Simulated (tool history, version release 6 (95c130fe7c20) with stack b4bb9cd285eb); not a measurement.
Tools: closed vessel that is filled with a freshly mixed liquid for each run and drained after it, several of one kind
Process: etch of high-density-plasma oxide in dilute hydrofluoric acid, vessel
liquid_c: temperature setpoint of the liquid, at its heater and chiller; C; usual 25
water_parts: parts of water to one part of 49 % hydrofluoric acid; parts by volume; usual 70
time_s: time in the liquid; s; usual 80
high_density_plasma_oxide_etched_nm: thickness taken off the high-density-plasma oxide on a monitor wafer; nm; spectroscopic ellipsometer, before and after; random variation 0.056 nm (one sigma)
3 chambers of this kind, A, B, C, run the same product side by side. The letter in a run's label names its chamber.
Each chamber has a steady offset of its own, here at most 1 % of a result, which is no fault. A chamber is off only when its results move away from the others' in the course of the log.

run,hour,liquid_c,water_parts,time_s,hours since the thermometer was replaced,hours since the hydrofluoric acid flow meter was replaced,"read-back film thickness of the high-density-plasma oxide reference wafer, read on the same gauge (nm)",high_density_plasma_oxide_etched_nm
1B,2.5,25,70,80,1272.7,970.6,130.03,7.7705
2A,5.4,25,70,80,1004.6,1086.8,130.02,7.7766
3C,8.4,25,70,80,1470.6,960.5,130.02,7.6735
4A,12.1,25,70,80,1011.3,1093.5,129.96,7.8453
5C,14.7,25,70,80,1476.9,966.8,129.99,7.697
6B,18,25,70,80,1288.2,986.1,130.04,7.7427
7C,20.8,25,70,80,1483,972.9,130.01,7.7267
8B,24.7,28.5,70,115,1294.9,992.8,130,12.64
9A,29.2,28.5,70,115,1028.4,1110.6,130,12.889
10A,31.3,28.5,70,115,1030.5,1112.7,130.05,12.869
11C,35.4,25,70,80,1497.6,987.5,130.01,7.7418
12B,37.7,25,70,80,1307.9,1005.8,129.99,7.8786
13A,41.6,25,70,80,1040.8,1123,130.01,7.786
14B,45,25,70,80,1315.2,1013.1,130,8.0166
15C,49,25,70,80,1511.2,1001.1,129.99,7.7526
16A,51.3,25,70,80,1050.5,1132.7,129.99,7.8157
17B,53.3,25,85,80,1323.5,1021.4,130,6.4578
18C,55.7,25,85,80,1517.9,1007.8,129.99,6.2223
19B,60.1,25,85,80,1330.3,1028.2,130,6.5362
20A,63.7,25,70,80,1062.9,1145.1,130,7.7316
21C,66.1,22,70,35,1528.3,1018.2,130.02,2.9952
22A,69.9,22,70,35,1069.1,1151.3,130.01,3.0264
23B,74.2,22,70,35,1344.4,1042.3,129.99,3.1768
24C,77.7,25,70,80,1539.9,1029.8,129.95,7.6056
25C,80.4,25,45,35,1542.6,1032.5,130,5.4727
26A,84.9,25,45,35,1084.1,1166.3,129.99,5.436
27B,87,25,45,35,1357.2,1055.1,129.99,5.7553
28C,89.3,25,70,80,1551.5,1041.4,130.04,7.7255
29B,93,25,70,80,1363.2,1061.1,129.93,8.2169
30A,96.5,25,70,80,1095.7,1177.9,130.02,7.7829
31C,100.9,25,70,80,1563.1,1053,130.01,7.7809
32A,104.4,25,70,80,1103.6,1185.8,130,7.7796
33B,107.3,25,70,80,1377.5,1075.4,129.97,8.2638
34C,110.4,25,40,80,1572.6,1062.5,130.05,14.068
35A,114.6,25,40,80,1113.8,1196,130.02,14.352
36B,118.6,25,40,80,1388.8,1086.7,130.02,15.221
37B,120.8,25,70,80,1391,1088.9,130.04,8.443
38A,123.2,25,70,80,1122.4,1204.6,130.02,7.7064
39C,126,25,70,80,1588.2,1078.1,130.01,7.6754
40C,128.5,25,70,80,1590.7,1080.6,130.01,7.7593
41A,131.9,25,70,80,1131.1,1213.3,129.99,7.8291
42B,135.5,25,70,80,1405.7,1103.6,130,8.5699
43C,138.8,25,95,80,1601,1090.9,130,5.4038

All 3 chambers run these settings next. Forecast each chamber's results:
44A,142.1,25,70,80,,,,?
44B,142.1,25,70,80,,,,?
44C,142.1,25,70,80,,,,?

run,high_density_plasma_oxide_etched_nm
44A,7.8576
44B,8.5537
44C,7.6818

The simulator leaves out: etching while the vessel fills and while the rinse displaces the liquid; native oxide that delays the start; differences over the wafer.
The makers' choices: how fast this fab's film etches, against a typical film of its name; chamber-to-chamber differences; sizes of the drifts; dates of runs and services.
